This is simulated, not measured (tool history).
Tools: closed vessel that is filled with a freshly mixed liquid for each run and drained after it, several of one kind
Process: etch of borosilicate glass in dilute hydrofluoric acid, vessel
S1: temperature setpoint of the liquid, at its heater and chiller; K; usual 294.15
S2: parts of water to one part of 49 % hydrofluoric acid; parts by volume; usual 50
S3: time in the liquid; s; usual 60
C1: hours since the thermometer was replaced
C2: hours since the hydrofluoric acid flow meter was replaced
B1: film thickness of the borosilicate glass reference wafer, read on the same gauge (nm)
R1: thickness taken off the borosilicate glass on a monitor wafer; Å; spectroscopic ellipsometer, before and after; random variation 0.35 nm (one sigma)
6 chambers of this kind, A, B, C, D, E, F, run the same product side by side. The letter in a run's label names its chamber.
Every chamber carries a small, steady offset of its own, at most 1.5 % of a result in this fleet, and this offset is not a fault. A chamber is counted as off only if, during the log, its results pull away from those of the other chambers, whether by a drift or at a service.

Run 1D, day 0.496: usual settings; C1 177.7; C2 511; B1 89.984. Result: R1 530.45 Å.
Run 2B, day 0.875: usual settings; C1 367.2; C2 965.1; B1 90.006. Result: R1 540.68 Å.
Run 3F, day 1.142: usual settings; C1 1984.5; C2 358.4; B1 89.973. Result: R1 533.29 Å.
At day 1.358: chamber E: thermometer replaced.
Run 4C, day 1.675: usual settings; C1 277.8; C2 55.1; B1 90.004. Result: R1 533.53 Å.
Run 5E, day 2.062: usual settings; C1 17; C2 1054.6; B1 89.994. Result: R1 531.77 Å.
Run 6A, day 2.525: usual settings; C1 114.8; C2 198.9; B1 90.023. Result: R1 537.25 Å.
Run 7F, day 2.933: usual settings; C1 2027.5; C2 401.4; B1 90.015. Result: R1 533.62 Å.
Run 8B, day 3.371: usual settings; C1 427.1; C2 1025; B1 90.013. Result: R1 535.11 Å.
Run 9E, day 3.733: usual settings; C1 57.1; C2 1094.7; B1 90. Result: R1 523.58 Å.
Run 10A, day 4.229: usual settings; C1 155.7; C2 239.8; B1 89.996. Result: R1 540.57 Å.
Run 11C, day 4.521: usual settings but S1 292.15 K; C1 346.1; C2 123.4; B1 90.027. Result: R1 494.33 Å.
Run 12D, day 4.938: usual settings but S1 292.15 K; C1 284.3; C2 617.6; B1 89.976. Result: R1 489.07 Å.
Run 13C, day 5.371: usual settings but S1 292.15 K; C1 366.5; C2 143.8; B1 90.001. Result: R1 493.53 Å.
Run 14B, day 5.917: usual settings but S1 292.15 K; C1 488.2; C2 1086.1; B1 90.001. Result: R1 494.66 Å.
Run 15F, day 6.371: usual settings but S1 292.15 K; C1 2110; C2 483.9; B1 89.966. Result: R1 497.22 Å.
Run 16A, day 6.758: usual settings but S1 292.15 K; C1 216.4; C2 300.5; B1 90.013. Result: R1 491.23 Å.
Run 17D, day 7.271: usual settings; C1 340.3; C2 673.6; B1 89.981. Result: R1 531.03 Å.
Run 18E, day 7.588: usual settings; C1 149.6; C2 1187.2; B1 90.027. Result: R1 522.16 Å.
Run 19A, day 7.846: usual settings; C1 242.5; C2 326.6; B1 89.954. Result: R1 529.35 Å.
Run 20F, day 8.304: usual settings but S3 30 s; C1 2156.4; C2 530.3; B1 90.039. Result: R1 262.92 Å.
Run 21E, day 8.721: usual settings but S3 30 s; C1 176.8; C2 1214.4; B1 89.982. Result: R1 263.11 Å.
At day 8.792: chamber E: hydrofluoric acid flow meter replaced.
Run 22B, day 9.121: usual settings but S3 30 s; C1 565.1; C2 1163; B1 89.975. Result: R1 268.64 Å.
Run 23C, day 9.429: usual settings but S3 30 s; C1 463.9; C2 241.2; B1 90.044. Result: R1 266 Å.
Run 24D, day 9.762: usual settings but S3 30 s; C1 400.1; C2 733.4; B1 90.002. Result: R1 264.12 Å.
Run 25E, day 10.288: usual settings but S3 30 s; C1 214.4; C2 36; B1 90.024. Result: R1 263.17 Å.
Run 26C, day 10.767: usual settings; C1 496; C2 273.3; B1 90.009. Result: R1 541.29 Å.
Run 27B, day 11.038: usual settings; C1 611.1; C2 1209; B1 89.993. Result: R1 527.78 Å.
Run 28F, day 11.517: usual settings; C1 2233.5; C2 607.4; B1 90. Result: R1 536.55 Å.
Run 29A, day 12.079: usual settings; C1 344.1; C2 428.2; B1 89.975. Result: R1 518 Å.
Run 30D, day 12.362: usual settings; C1 462.5; C2 795.8; B1 90.03. Result: R1 527.02 Å.
Run 31B, day 12.854: usual settings; C1 654.7; C2 1252.6; B1 89.97. Result: R1 535.37 Å.
Run 32A, day 13.208: usual settings; C1 371.2; C2 455.3; B1 89.957. Result: R1 509.02 Å.
Run 33D, day 13.696: usual settings; C1 494.5; C2 827.8; B1 89.969. Result: R1 529.48 Å.
Run 34C, day 14.246: usual settings; C1 579.5; C2 356.8; B1 89.988. Result: R1 534.26 Å.
Run 35F, day 14.567: usual settings; C1 2306.7; C2 680.6; B1 89.964. Result: R1 535.18 Å.
Run 36E, day 15.075: usual settings but S2 25 parts by volume, S3 75 s; C1 329.3; C2 150.9; B1 90.017. Result: R1 1334.1 Å.
Run 37B, day 15.354: usual settings but S2 25 parts by volume, S3 75 s; C1 714.7; C2 1312.6; B1 90.022. Result: R1 1357.4 Å.
Run 38F, day 15.912: usual settings but S2 25 parts by volume, S3 75 s; C1 2339; C2 712.9; B1 90.002. Result: R1 1379.1 Å.
Run 39A, day 16.404: usual settings but S2 25 parts by volume, S3 75 s; C1 447.9; C2 532; B1 90.021. Result: R1 1261.4 Å.
Run 40E, day 16.738: usual settings but S2 25 parts by volume, S3 75 s; C1 369.2; C2 190.8; B1 89.977. Result: R1 1342.8 Å.
Run 41C, day 17.238: usual settings but S2 25 parts by volume, S3 75 s; C1 651.3; C2 428.6; B1 89.984. Result: R1 1403.8 Å.

For the next run the whole fleet of 6 chambers uses the same settings. Give each chamber's results:
Run 42A, day 17.646: usual settings. Result: R1 ?.
Run 42B, day 17.646: usual settings. Result: R1 ?.
Run 42C, day 17.646: usual settings. Result: R1 ?.
Run 42D, day 17.646: usual settings. Result: R1 ?.
Run 42E, day 17.646: usual settings. Result: R1 ?.
Run 42F, day 17.646: usual settings. Result: R1 ?.

run      R1
42A  493.63
42B  535.16
42C  538.63
42D   524.9
42E  526.37
42F  534.45

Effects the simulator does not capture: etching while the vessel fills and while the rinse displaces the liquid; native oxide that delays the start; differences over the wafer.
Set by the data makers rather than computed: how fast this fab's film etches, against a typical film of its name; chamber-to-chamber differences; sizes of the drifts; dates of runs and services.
